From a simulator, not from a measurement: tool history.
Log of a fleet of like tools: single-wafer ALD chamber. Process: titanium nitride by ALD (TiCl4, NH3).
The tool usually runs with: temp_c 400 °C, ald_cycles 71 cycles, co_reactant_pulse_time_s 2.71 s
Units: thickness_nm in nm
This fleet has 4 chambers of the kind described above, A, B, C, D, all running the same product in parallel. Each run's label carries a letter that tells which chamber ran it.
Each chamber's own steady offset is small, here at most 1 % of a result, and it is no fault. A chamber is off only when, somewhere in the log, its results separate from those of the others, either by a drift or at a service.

run	hour	temp_c	ald_cycles	co_reactant_pulse_time_s	read-back reference wafer on the same gauge, thickness_nm	thickness_nm
1B	3.6	400	71	2.71	1.4701	1.5847
2D	7.7	400	71	2.71	1.4699	1.59
3C	13.7	400	71	2.71	1.469	1.5876
4A	17.2	400	71	2.71	1.4696	1.594
5A	22.2	400	71	2.71	1.4684	1.5945
6C	27.6	400	71	2.71	1.4676	1.5878
7B	33.6	400	71	2.71	1.468	1.5786
8D	39	400	71	2.71	1.468	1.5896
9C	44.4	400	71	2.71	1.4678	1.5845
10B	49.1	400	71	2.71	1.4666	1.579
11A	53.8	400	71	2.71	1.4661	1.5911
12D	58.3	400	71	2.71	1.4662	1.5822
13B	62.1	400	71	2.71	1.4663	1.5715
14D	66.5	400	71	2.71	1.4653	1.5829
15C	70.4	400	71	2.71	1.4654	1.5865
16A	75.1	400	71	2.71	1.4649	1.5894
17A	77.9	400	71	2.71	1.4652	1.5899
18B	82.9	400	71	3.74	1.4644	1.5909
19C	88.9	400	71	3.74	1.4647	1.5949
20D	94.1	400	71	3.74	1.4637	1.6028
21C	99.1	400	71	3.74	1.4631	1.5965
22A	102.3	392	64	2.71	1.4631	1.429
23B	105.9	392	64	2.71	1.4628	1.4114
24D	111.9	392	64	2.71	1.4627	1.4191
25A	118.4	392	64	2.71	1.4624	1.4261
26B	123.3	400	71	2.71	1.4618	1.5698
27C	127.4	400	71	2.71	1.4613	1.58
28D	130.8	400	71	2.71	1.4613	1.576
29C	137.2	400	71	2.71	1.461	1.5832

Each of the 4 chambers runs these same settings next. Fill in every chamber's results:
30A	141.9	407	71	2.71		?
30B	141.9	407	71	2.71		?
30C	141.9	407	71	2.71		?
30D	141.9	407	71	2.71		?

run	thickness_nm
30A	1.5869
30B	1.5731
30C	1.5866
30D	1.5869
